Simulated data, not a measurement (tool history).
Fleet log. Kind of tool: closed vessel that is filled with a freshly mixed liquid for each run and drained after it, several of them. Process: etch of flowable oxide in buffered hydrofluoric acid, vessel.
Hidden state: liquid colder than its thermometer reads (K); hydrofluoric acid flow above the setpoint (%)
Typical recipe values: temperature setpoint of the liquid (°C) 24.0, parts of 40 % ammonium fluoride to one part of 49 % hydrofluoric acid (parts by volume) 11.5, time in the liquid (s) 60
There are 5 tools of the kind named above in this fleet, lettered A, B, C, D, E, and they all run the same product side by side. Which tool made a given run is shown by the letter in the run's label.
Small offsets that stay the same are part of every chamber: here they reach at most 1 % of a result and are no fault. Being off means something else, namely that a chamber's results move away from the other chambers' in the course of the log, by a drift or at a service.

run   hour  temperature setpoint of the liquid (°C)  parts of 40 % ammonium fluoride to one part of 49 % hydrofluoric acid (parts by volume)  time in the liquid (s)  hours since the thermometer was replaced  hours since the hydrofluoric acid flow meter was replaced  read-back film thickness of the flowable oxide reference wafer, read on the same gauge (nm)  thickness taken off the flowable oxide on a monitor wafer (angstrom)
 1D    9.9                                     24.0                                                                                     11.5                      60                                     446.7                                                      654.1                                                                                       69.983                                                                1958.8
 2B   16.6                                     24.0                                                                                     11.5                      60                                     157.1                                                      188.4                                                                                       70.004                                                                1975.0
 3A   27.6                                     24.0                                                                                     11.5                      60                                     894.7                                                      120.9                                                                                       69.999                                                                1962.8
 4C   37.7                                     24.0                                                                                     11.5                      60                                    2450.7                                                      645.3                                                                                       70.009                                                                1955.1
 5E   46.6                                     24.0                                                                                     11.5                      60                                     403.0                                                      464.4                                                                                       70.005                                                                1989.5
 6B   56.4                                     24.0                                                                                     11.5                      60                                     196.9                                                      228.2                                                                                       69.991                                                                1973.9
 7E   67.0                                     24.0                                                                                     11.5                      60                                     423.4                                                      484.8                                                                                       70.008                                                                1966.4
 8C   74.3                                     24.0                                                                                     11.5                      60                                    2487.3                                                      681.9                                                                                       70.013                                                                1977.8
      79.7  -- chamber C: thermometer replaced
 9A   83.1                                     21.0                                                                                     10.0                      60                                     950.2                                                      176.4                                                                                       70.000                                                                1921.0
10D   89.1                                     21.0                                                                                     10.0                      60                                     525.9                                                      733.3                                                                                       70.005                                                                1911.6
11B   94.9                                     21.0                                                                                     10.0                      60                                     235.4                                                      266.7                                                                                       69.994                                                                1905.8
12E  101.3                                     21.0                                                                                     10.0                      60                                     457.7                                                      519.1                                                                                       70.002                                                                1911.4
13D  109.5                                     21.0                                                                                     10.0                      60                                     546.3                                                      753.7                                                                                       70.011                                                                1911.6
14A  117.6                                     24.0                                                                                     13.0                      60                                     984.7                                                      210.9                                                                                       69.994                                                                1751.3
15C  126.9                                     24.0                                                                                     13.0                      60                                      47.2                                                      734.5                                                                                       69.993                                                                1745.7
     127.6  -- chamber E: hydrofluoric acid flow meter replaced
16C  137.2                                     24.0                                                                                     13.0                      60                                      57.5                                                      744.8                                                                                       70.021                                                                1740.0
17B  144.1                                     24.0                                                                                     13.0                      60                                     284.6                                                      315.9                                                                                       70.007                                                                1753.7
18E  150.3                                     24.0                                                                                     13.0                      60                                     506.7                                                       22.7                                                                                       70.018                                                                1720.2
19D  157.4                                     24.0                                                                                     11.5                      60                                     594.2                                                      801.6                                                                                       69.993                                                                1970.0
20A  168.1                                     24.0                                                                                     11.5                      60                                    1035.2                                                      261.4                                                                                       69.993                                                                1956.8
21E  177.0                                     24.0                                                                                     11.5                      60                                     533.4                                                       49.4                                                                                       69.989                                                                1922.7
22C  184.4                                     24.0                                                                                     11.5                      60                                     104.7                                                      792.0                                                                                       69.987                                                                1966.1
23D  194.6                                     24.0                                                                                     11.5                      60                                     631.4                                                      838.8                                                                                       69.984                                                                1977.1
24B  202.0                                     24.0                                                                                     11.5                      60                                     342.5                                                      373.8                                                                                       69.999                                                                1972.4
25A  209.8                                     21.0                                                                                      8.0                      60                                    1076.9                                                      303.1                                                                                       69.988                                                                2332.1
26B  220.2                                     21.0                                                                                      8.0                      60                                     360.7                                                      392.0                                                                                       70.007                                                                2330.0
27A  230.6                                     21.0                                                                                      8.0                      60                                    1097.7                                                      323.9                                                                                       70.006                                                                2324.1
28D  241.0                                     21.0                                                                                      8.0                      60                                     677.8                                                      885.2                                                                                       70.007                                                                2310.4
29E  247.4                                     21.0                                                                                      8.0                      60                                     603.8                                                      119.8                                                                                       70.021                                                                2251.7
30C  253.3                                     24.0                                                                                     11.5                      60                                     173.6                                                      860.9                                                                                       70.004                                                                1973.5
31E  259.9                                     24.0                                                                                     11.5                      60                                     616.3                                                      132.3                                                                                       70.016                                                                1893.1
32C  269.6                                     24.0                                                                                     11.5                      60                                     189.9                                                      877.2                                                                                       69.999                                                                1966.9
33D  280.8                                     24.0                                                                                     11.5                      60                                     717.6                                                      925.0                                                                                       70.014                                                                1977.7
34B  286.1                                     24.0                                                                                     15.0                      60                                     426.6                                                      457.9                                                                                       69.992                                                                1506.0
35A  297.6                                     24.0                                                                                     15.0                      60                                    1164.7                                                      390.9                                                                                       70.010                                                                1527.1
36C  303.5                                     24.0                                                                                     15.0                      60                                     223.8                                                      911.1                                                                                       69.998                                                                1515.5
37B  313.1                                     24.0                                                                                     15.0                      60                                     453.6                                                      484.9                                                                                       70.002                                                                1510.5
38D  318.4                                     24.0                                                                                     15.0                      60                                     755.2                                                      962.6                                                                                       70.001                                                                1520.5
39A  324.2                                     24.0                                                                                     11.5                      60                                    1191.3                                                      417.5                                                                                       70.012                                                                1967.9

Does one chamber stand apart from the rest, does the shared gauge drift, or is all well apart from small per-chamber offsets? Give the chamber and the most likely cause, where there is one.

One chamber, E, drifts off from the rest bit by bit.
Cause: liquid colder than its thermometer reads (K) = 1.19.

Chamber E could run next with any of the 4 candidate recipes listed below; each alters the usual settings, and their results appear as question marks. Which one brings its results back in line with what the other chambers deliver on the usual settings?
A result is in line if it is within this distance of the other chambers' mean on the usual settings: thickness taken off the flowable oxide on a monitor wafer (angstrom) 35.0
40E-1  332.4                                     23.5                                                                                     11.5                      60                                                                                                                                                                                                                                                                       ?
40E-2  332.4                                     23.0                                                                                     11.5                      60                                                                                                                                                                                                                                                                       ?
40E-3  332.4                                     25.0                                                                                     11.5                      60                                                                                                                                                                                                                                                                       ?
40E-4  332.4                                     24.5                                                                                     11.5                      60                                                                                                                                                                                                                                                                       ?

What the other chambers average on the usual settings: thickness taken off the flowable oxide on a monitor wafer (angstrom) 1968.4
  run  thickness taken off the flowable oxide on a monitor wafer (angstrom)
40E-1                                                                1800.0
40E-2                                                                1750.9
40E-3                                                                1956.6
40E-4                                                                1903.8
The answer is 40E-3, which returns the chamber to within the allowed miss of the others.

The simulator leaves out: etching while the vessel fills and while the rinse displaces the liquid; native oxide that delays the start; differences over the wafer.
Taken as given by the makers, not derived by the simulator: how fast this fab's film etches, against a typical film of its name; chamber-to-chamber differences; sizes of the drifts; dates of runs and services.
